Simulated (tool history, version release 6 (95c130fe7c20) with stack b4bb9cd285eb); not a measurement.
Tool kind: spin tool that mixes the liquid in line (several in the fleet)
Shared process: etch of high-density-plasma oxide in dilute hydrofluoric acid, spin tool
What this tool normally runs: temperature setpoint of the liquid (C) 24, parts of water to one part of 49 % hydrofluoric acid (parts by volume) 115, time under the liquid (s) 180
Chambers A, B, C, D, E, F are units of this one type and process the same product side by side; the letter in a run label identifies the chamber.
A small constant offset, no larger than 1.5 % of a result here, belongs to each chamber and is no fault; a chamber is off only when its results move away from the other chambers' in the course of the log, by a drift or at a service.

run,hour,temperature setpoint of the liquid (C),parts of water to one part of 49 % hydrofluoric acid (parts by volume),time under the liquid (s),"read-back film thickness of the high-density-plasma oxide reference wafer, read on the same gauge (nm)",thickness taken off the high-density-plasma oxide on a monitor wafer (nm)
1B,10.2,24,115,180,90.008,12.719
2C,15.7,24,115,180,89.981,12.652
3E,21.0,24,115,180,90.003,12.544
4F,28.6,24,115,180,89.970,12.449
5D,38.7,24,115,180,90.031,12.533
6A,46.0,24,115,180,89.986,12.493
7D,54.7,24,115,180,90.004,12.563
8E,63.4,24,115,180,90.001,12.480
9B,71.6,24,115,180,90.009,12.382
10F,78.9,24,115,180,90.002,12.422
11C,90.0,20,115,180,89.994,10.864
12A,95.9,20,115,180,90.011,10.638
# hour 96.7: chamber C: hydrofluoric acid flow meter replaced
13E,101.6,20,115,180,90.001,10.693
14A,108.2,20,115,180,90.006,10.552
15C,116.9,20,115,180,89.993,10.867
# hour 123.2: chamber E: hydrofluoric acid flow meter replaced
16B,126.8,20,115,180,90.008,10.811
17F,136.8,24,115,180,89.990,12.462
18D,145.6,24,115,180,89.982,12.566
19E,151.9,24,115,180,89.999,12.560
20A,161.8,24,115,180,90.000,12.595
21F,171.5,24,115,180,89.991,12.311
# hour 181.7: chamber A: thermometer replaced
22B,182.1,24,115,180,89.994,12.448
23C,189.4,24,115,180,90.000,12.784
24D,198.3,24,115,180,90.018,12.474
25D,206.1,24,115,180,89.982,12.406
26E,215.1,24,85,130,89.992,12.784
27B,223.5,24,85,130,90.003,12.162
28F,230.9,24,85,130,90.003,12.692
29C,241.6,24,85,130,89.999,12.840
30A,247.3,24,85,130,90.002,12.868
31B,252.9,24,85,130,89.991,11.978
32E,259.9,24,115,180,90.010,12.536
33C,268.8,24,115,180,90.013,12.689
34D,274.8,24,115,180,90.003,12.588
35A,284.8,24,115,180,90.015,12.656
36F,296.1,24,115,180,90.003,12.465
37A,303.9,24,115,180,90.024,12.530
38B,309.2,24,115,180,89.993,11.640

Next, every chamber runs the same settings. What will each give?
39A,317.2,24,115,180,,?
39B,317.2,24,115,180,,?
39C,317.2,24,115,180,,?
39D,317.2,24,115,180,,?
39E,317.2,24,115,180,,?
39F,317.2,24,115,180,,?

run,thickness taken off the high-density-plasma oxide on a monitor wafer (nm)
39A,12.433
39B,11.545
39C,12.652
39D,12.368
39E,12.572
39F,12.508

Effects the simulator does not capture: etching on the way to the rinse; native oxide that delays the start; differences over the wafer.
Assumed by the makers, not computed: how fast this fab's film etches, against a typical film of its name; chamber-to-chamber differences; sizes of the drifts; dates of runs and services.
